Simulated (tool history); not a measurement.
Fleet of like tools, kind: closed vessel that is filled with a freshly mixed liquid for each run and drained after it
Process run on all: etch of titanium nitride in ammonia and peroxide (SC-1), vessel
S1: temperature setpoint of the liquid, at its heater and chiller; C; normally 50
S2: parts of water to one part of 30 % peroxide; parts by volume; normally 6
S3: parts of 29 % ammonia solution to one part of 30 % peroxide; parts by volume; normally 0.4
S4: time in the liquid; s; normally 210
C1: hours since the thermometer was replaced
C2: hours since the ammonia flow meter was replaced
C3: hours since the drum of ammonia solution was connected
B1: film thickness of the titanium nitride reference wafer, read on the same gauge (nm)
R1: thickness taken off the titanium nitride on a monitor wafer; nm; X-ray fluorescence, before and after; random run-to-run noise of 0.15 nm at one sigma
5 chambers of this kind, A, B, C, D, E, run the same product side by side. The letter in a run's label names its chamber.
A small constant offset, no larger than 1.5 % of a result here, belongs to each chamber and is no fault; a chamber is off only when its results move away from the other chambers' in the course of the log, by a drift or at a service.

run,hour,S1,S2,S3,S4,C1,C2,C3,B1,R1
# hour 4.9: chamber C: ammonia flow meter replaced
1D,14.2,50,6,0.4,210,1288.4,611.4,254.4,150.01,17.17
2B,27.4,50,6,0.4,210,1052.7,580.6,64.6,149.98,17.478
3E,42.4,50,6,0.4,210,2631.6,865.9,82.3,149.99,17.112
4C,51.8,50,6,0.4,210,778.3,47,200.7,150.01,17.506
# hour 52.9: chamber B: thermometer replaced
5A,63.3,50,8,0.5,210,1412.2,1052.4,457.4,149.99,15.485
6C,73.3,50,8,0.5,210,799.8,68.5,222.2,150,15.742
# hour 78: chamber E: thermometer replaced
7A,83.5,50,8,0.5,210,1432.4,1072.6,477.6,149.99,15.747
8D,93.3,50,8,0.5,210,1367.5,690.5,333.5,150.01,15.5
# hour 98.6: chamber A: ammonia flow meter replaced
9E,100.4,50,8,0.5,210,22.5,923.9,140.3,149.99,15.644
10B,110.5,50,6,0.4,210,57.6,663.7,147.7,150,17.305
11C,120.2,50,6,0.4,210,846.7,115.4,269.1,150,17.613
12E,134.5,50,6,0.4,210,56.6,958,174.4,150.01,17.396
13B,149.6,50,6,0.5,155,96.7,702.8,186.8,149.99,13.371
14D,163,50,6,0.5,155,1437.2,760.2,403.2,149.99,13.18
15A,171.8,50,6,0.5,155,1520.7,73.2,565.9,150.01,13.342
16D,184.1,50,6,0.5,155,1458.3,781.3,424.3,149.99,13.22
17B,199.4,50,6,0.5,155,146.5,752.6,236.6,149.99,13.2
18C,211.1,50,6,0.4,210,937.6,206.3,360,150.02,17.679
# hour 212.1: chamber A: new drum of ammonia solution connected
19E,220.3,50,6,0.4,210,142.4,1043.8,260.2,150.01,17.071
20A,234.8,50,6,0.4,210,1583.7,136.2,22.8,150,17.27
21C,249.7,59.5,6,0.4,160,976.2,244.9,398.6,150,26.026
22D,257.7,59.5,6,0.4,160,1531.9,854.9,497.9,150.01,25.073
23A,267.2,59.5,6,0.4,160,1616.1,168.6,55.2,150,25.176
# hour 274.4: chamber E: new drum of ammonia solution connected
24B,274.5,59.5,6,0.4,160,221.6,827.7,311.7,149.99,24.883
25E,290,59.5,6,0.4,160,212.1,1113.5,15.6,150,25.189
26D,302.8,50,6,0.4,210,1577,900,543,149.98,17.165
27A,318.6,50,6,0.4,210,1667.5,220,106.6,149.99,17.329
28B,332,50,6,0.4,210,279.1,885.2,369.2,150,17.509
29E,342.8,50,6,0.4,210,264.9,1166.3,68.4,150,17.451
30C,354.2,50,6,0.4,210,1080.7,349.4,503.1,150.02,17.928
31B,368.4,50,6,0.4,210,315.5,921.6,405.6,150,17.599
32D,379.8,50,6,0.4,210,1654,977,620,150.01,17.27
33A,389.3,50,8.5,0.4,110,1738.2,290.7,177.3,150.03,7.732
34C,404,50,8.5,0.4,110,1130.5,399.2,552.9,150,7.9321
# hour 409.2: chamber D: new drum of ammonia solution connected
35E,414,50,8.5,0.4,110,336.1,1237.5,139.6,150.01,7.4878
36D,425.8,50,8.5,0.4,110,1700,1023,16.7,149.99,7.5502
37B,435.8,50,8.5,0.4,110,382.9,989,473,149.99,7.477
38E,446.8,50,6,0.4,210,368.9,1270.3,172.4,149.99,17.081
39A,458.2,50,6,0.4,210,1807.1,359.6,246.2,150.01,17.423
40C,473.3,50,6,0.4,210,1199.8,468.5,622.2,150.02,18.307

Next, every chamber runs the same settings. What will each give?
41A,484.6,50,6,0.4,210,,,,,?
41B,484.6,50,6,0.4,210,,,,,?
41C,484.6,50,6,0.4,210,,,,,?
41D,484.6,50,6,0.4,210,,,,,?
41E,484.6,50,6,0.4,210,,,,,?

run,R1
41A,17.188
41B,17.315
41C,18.265
41D,17.181
41E,17.084
